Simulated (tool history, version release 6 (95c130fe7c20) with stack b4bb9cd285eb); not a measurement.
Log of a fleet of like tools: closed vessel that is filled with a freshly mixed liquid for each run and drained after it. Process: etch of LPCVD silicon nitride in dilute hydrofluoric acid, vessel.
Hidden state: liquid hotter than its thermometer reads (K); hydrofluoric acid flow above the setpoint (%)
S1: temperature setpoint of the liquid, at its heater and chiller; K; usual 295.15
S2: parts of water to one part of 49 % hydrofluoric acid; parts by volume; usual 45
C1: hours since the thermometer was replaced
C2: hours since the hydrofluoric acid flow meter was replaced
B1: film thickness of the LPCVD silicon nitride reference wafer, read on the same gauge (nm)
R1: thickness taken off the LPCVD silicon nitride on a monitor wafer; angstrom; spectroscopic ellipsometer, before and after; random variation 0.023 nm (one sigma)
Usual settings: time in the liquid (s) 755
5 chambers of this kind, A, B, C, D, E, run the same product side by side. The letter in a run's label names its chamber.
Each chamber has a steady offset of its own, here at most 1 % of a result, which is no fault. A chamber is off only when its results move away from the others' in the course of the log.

{"run": "1E", "hour": 7.5, "S1": 295.15, "S2": 45, "time in the liquid (s)": 755, "C1": 1225.7, "C2": 138.5, "B1": 109.97, "R1": 75.041}
{"run": "2C", "hour": 12.3, "S1": 295.15, "S2": 45, "time in the liquid (s)": 755, "C1": 1495.4, "C2": 1836.6, "B1": 110.02, "R1": 74.384}
{"run": "3A", "hour": 17.3, "S1": 295.15, "S2": 45, "time in the liquid (s)": 755, "C1": 189.8, "C2": 375.6, "B1": 110.01, "R1": 74.808}
{"run": "4D", "hour": 23.7, "S1": 295.15, "S2": 45, "time in the liquid (s)": 755, "C1": 597.5, "C2": 218.7, "B1": 110.02, "R1": 75.465}
{"run": "5B", "hour": 28.3, "S1": 295.15, "S2": 45, "time in the liquid (s)": 755, "C1": 529.3, "C2": 231.2, "B1": 109.99, "R1": 75.724}
{"run": "6D", "hour": 36.2, "S1": 295.15, "S2": 45, "time in the liquid (s)": 755, "C1": 610, "C2": 231.2, "B1": 110, "R1": 75.029}
{"run": "7C", "hour": 42.1, "S1": 295.15, "S2": 45, "time in the liquid (s)": 755, "C1": 1525.2, "C2": 1866.4, "B1": 110.01, "R1": 74.885}
{"run": "8B", "hour": 47.1, "S1": 295.15, "S2": 45, "time in the liquid (s)": 755, "C1": 548.1, "C2": 250, "B1": 110, "R1": 75.224}
{"run": "9A", "hour": 52.7, "S1": 295.15, "S2": 45, "time in the liquid (s)": 755, "C1": 225.2, "C2": 411, "B1": 110.04, "R1": 75.584}
{"run": "10E", "hour": 61.4, "S1": 295.15, "S2": 45, "time in the liquid (s)": 755, "C1": 1279.6, "C2": 192.4, "B1": 110.01, "R1": 75.016}
{"run": "11D", "hour": 68.0, "S1": 295.15, "S2": 45, "time in the liquid (s)": 755, "C1": 641.8, "C2": 263, "B1": 110, "R1": 74.924}
{"run": "12C", "hour": 74.6, "S1": 293.15, "S2": 45, "time in the liquid (s)": 315, "C1": 1557.7, "C2": 1898.9, "B1": 109.99, "R1": 27.024}
{"run": "13A", "hour": 82.3, "S1": 293.15, "S2": 45, "time in the liquid (s)": 315, "C1": 254.8, "C2": 440.6, "B1": 109.98, "R1": 27.556}
{"run": "14B", "hour": 89.2, "S1": 293.15, "S2": 45, "time in the liquid (s)": 315, "C1": 590.2, "C2": 292.1, "B1": 109.95, "R1": 27.573}
{"run": "15E", "hour": 95.7, "S1": 293.15, "S2": 45, "time in the liquid (s)": 315, "C1": 1313.9, "C2": 226.7, "B1": 109.99, "R1": 27.189}
{"run": "16D", "hour": 103.5, "S1": 293.15, "S2": 45, "time in the liquid (s)": 315, "C1": 677.3, "C2": 298.5, "B1": 109.98, "R1": 27.346}
{"run": "17C", "hour": 111.9, "S1": 295.15, "S2": 45, "time in the liquid (s)": 755, "C1": 1595, "C2": 1936.2, "B1": 109.98, "R1": 74.681}
{"run": "18B", "hour": 116.3, "S1": 295.15, "S2": 45, "time in the liquid (s)": 755, "C1": 617.3, "C2": 319.2, "B1": 110.03, "R1": 75.839}
{"run": "19A", "hour": 123.8, "S1": 295.15, "S2": 45, "time in the liquid (s)": 755, "C1": 296.3, "C2": 482.1, "B1": 109.99, "R1": 75.919}
{"run": "20E", "hour": 131.4, "S1": 295.15, "S2": 45, "time in the liquid (s)": 755, "C1": 1349.6, "C2": 262.4, "B1": 110.04, "R1": 74.837}
{"run": "21D", "hour": 137.7, "S1": 295.15, "S2": 45, "time in the liquid (s)": 755, "C1": 711.5, "C2": 332.7, "B1": 110.02, "R1": 75.129}
{"run": "22B", "hour": 143.9, "S1": 299.65, "S2": 45, "time in the liquid (s)": 1075, "C1": 644.9, "C2": 346.8, "B1": 109.99, "R1": 145.59}
{"run": "23A", "hour": 150.3, "S1": 299.65, "S2": 45, "time in the liquid (s)": 1075, "C1": 322.8, "C2": 508.6, "B1": 110.03, "R1": 146.64}
{"run": "24C", "hour": 155.0, "S1": 299.65, "S2": 45, "time in the liquid (s)": 1075, "C1": 1638.1, "C2": 1979.3, "B1": 110, "R1": 145.43}
{"run": "25E", "hour": 161.9, "S1": 299.65, "S2": 45, "time in the liquid (s)": 1075, "C1": 1380.1, "C2": 292.9, "B1": 109.99, "R1": 143.75}
{"run": "26C", "hour": 169.0, "S1": 299.65, "S2": 45, "time in the liquid (s)": 1075, "C1": 1652.1, "C2": 1993.3, "B1": 109.99, "R1": 144.12}
{"run": "27B", "hour": 174.4, "S1": 295.15, "S2": 45, "time in the liquid (s)": 755, "C1": 675.4, "C2": 377.3, "B1": 110.03, "R1": 75.547}
{"run": "28D", "hour": 183.2, "S1": 295.15, "S2": 45, "time in the liquid (s)": 755, "C1": 757, "C2": 378.2, "B1": 109.96, "R1": 74.901}
{"run": "29A", "hour": 189.4, "S1": 295.15, "S2": 45, "time in the liquid (s)": 755, "C1": 361.9, "C2": 547.7, "B1": 110.02, "R1": 76.838}
{"run": "30E", "hour": 196.5, "S1": 295.15, "S2": 45, "time in the liquid (s)": 755, "C1": 1414.7, "C2": 327.5, "B1": 109.99, "R1": 74.765}
{"run": "31A", "hour": 202.9, "S1": 295.15, "S2": 45, "time in the liquid (s)": 755, "C1": 375.4, "C2": 561.2, "B1": 110.04, "R1": 77.221}
{"run": "32C", "hour": 211.8, "S1": 295.15, "S2": 45, "time in the liquid (s)": 755, "C1": 1694.9, "C2": 2036.1, "B1": 110, "R1": 74.638}
{"run": "33B", "hour": 215.9, "S1": 291.65, "S2": 55, "time in the liquid (s)": 755, "C1": 716.9, "C2": 418.8, "B1": 110.01, "R1": 49.001}
{"run": "34E", "hour": 223.5, "S1": 291.65, "S2": 55, "time in the liquid (s)": 755, "C1": 1441.7, "C2": 354.5, "B1": 109.95, "R1": 48.518}
{"run": "35D", "hour": 228.5, "S1": 291.65, "S2": 55, "time in the liquid (s)": 755, "C1": 802.3, "C2": 423.5, "B1": 109.95, "R1": 48.711}
{"run": "36C", "hour": 235.3, "S1": 291.65, "S2": 55, "time in the liquid (s)": 755, "C1": 1718.4, "C2": 2059.6, "B1": 109.99, "R1": 48.313}

Is one chamber off against the others, does the gauge drift, or is nothing wrong? If a chamber is off, say which, and what the likeliest cause is.

Chamber A drifts away from the others.
Cause: hydrofluoric acid flow above the setpoint (%) = 3.68.
The log may not tell that from: liquid hotter than its thermometer reads (K).

Here are 4 candidates for chamber A's next run, each the usual settings with a change, their results left as question marks. Which one brings its results back in line with what the others give on the usual settings?
In line means no further than this from the other chambers' mean on the usual settings: R1 0.82 angstrom
{"run": "37A-1", "hour": 241.9, "S1": 295.15, "S2": 45, "time in the liquid (s)": 705, "R1": "?"}
{"run": "37A-2", "hour": 241.9, "S1": 295.15, "S2": 45, "time in the liquid (s)": 810, "R1": "?"}
{"run": "37A-3", "hour": 241.9, "S1": 295.15, "S2": 45, "time in the liquid (s)": 780, "R1": "?"}
{"run": "37A-4", "hour": 241.9, "S1": 295.15, "S2": 45, "time in the liquid (s)": 730, "R1": "?"}

The other chambers' mean on the usual settings: R1 75.086 angstrom
run=37A-1 R1=72.776
run=37A-2 R1=83.615
run=37A-3 R1=80.518
run=37A-4 R1=75.356
37A-4 brings the chamber back in line.
